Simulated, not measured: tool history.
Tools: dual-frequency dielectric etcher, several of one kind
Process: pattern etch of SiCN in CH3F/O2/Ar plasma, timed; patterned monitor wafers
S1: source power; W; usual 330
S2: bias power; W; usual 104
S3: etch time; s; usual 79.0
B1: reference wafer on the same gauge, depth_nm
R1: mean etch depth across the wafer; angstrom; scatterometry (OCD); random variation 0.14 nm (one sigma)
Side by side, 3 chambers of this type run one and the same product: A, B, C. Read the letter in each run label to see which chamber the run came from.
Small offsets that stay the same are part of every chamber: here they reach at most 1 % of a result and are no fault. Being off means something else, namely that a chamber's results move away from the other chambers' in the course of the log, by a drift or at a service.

run	hour	S1	S2	S3	B1	R1
1B	3.8	330	104	79.0	32.196	317.45
2A	6.9	330	104	79.0	32.212	317.48
3C	9.8	330	104	79.0	32.215	313.93
4C	12.8	330	104	79.0	32.180	316.47
5B	17.0	330	104	79.0	32.235	315.87
6A	18.9	330	104	79.0	32.231	316.44
7A	23.0	330	104	79.0	32.177	315.76
8C	26.1	330	104	79.0	32.235	312.70
9B	30.4	330	104	79.0	32.215	317.06
10C	33.9	330	104	79.0	32.218	313.59
11A	36.6	330	104	79.0	32.199	320.13
12B	40.2	330	104	79.0	32.233	315.60
13A	43.8	330	104	79.0	32.176	319.69
14C	46.0	330	85	79.0	32.190	292.60
15B	49.8	330	85	79.0	32.208	294.88
16A	53.4	330	85	79.0	32.209	297.86
17B	56.6	330	104	79.0	32.197	316.30
18C	60.8	330	104	95.5	32.194	380.49
19C	63.7	330	104	95.5	32.180	381.84
20B	65.9	330	104	95.5	32.208	381.43
21A	68.9	330	104	79.0	32.202	323.58
22C	71.9	330	104	79.0	32.187	313.97
23A	76.1	330	104	79.0	32.164	326.66
24B	79.2	330	104	79.0	32.214	317.91
25A	81.8	330	104	79.0	32.215	328.19
26B	85.3	330	104	79.0	32.213	316.94

Does one chamber stand apart from the rest, does the shared gauge drift, or is all well apart from small per-chamber offsets? Give the chamber and the most likely cause, where there is one.

One chamber, A, drifts off from the rest bit by bit.
Cause: etch rate over this chamber's usual, % = 4.15.

Below are 4 candidate recipes for chamber A's next run, each the usual settings with a change, their results shown as question marks. Which of them brings A's results back in line with what the other chambers give on the usual settings?
Counts as in line when no further than this from what the other chambers average on the usual settings: R1 4.90 angstrom
27A-1	88.5	320	104	72.5		?
27A-2	88.5	330	106	85.5		?
27A-3	88.5	290	104	79.0		?
27A-4	88.5	330	104	82.5		?

The other chambers' mean on the usual settings: R1 315.35 angstrom
run	R1
27A-1	299.58
27A-2	359.89
27A-3	314.98
27A-4	344.73
27A-3 brings the chamber back in line.

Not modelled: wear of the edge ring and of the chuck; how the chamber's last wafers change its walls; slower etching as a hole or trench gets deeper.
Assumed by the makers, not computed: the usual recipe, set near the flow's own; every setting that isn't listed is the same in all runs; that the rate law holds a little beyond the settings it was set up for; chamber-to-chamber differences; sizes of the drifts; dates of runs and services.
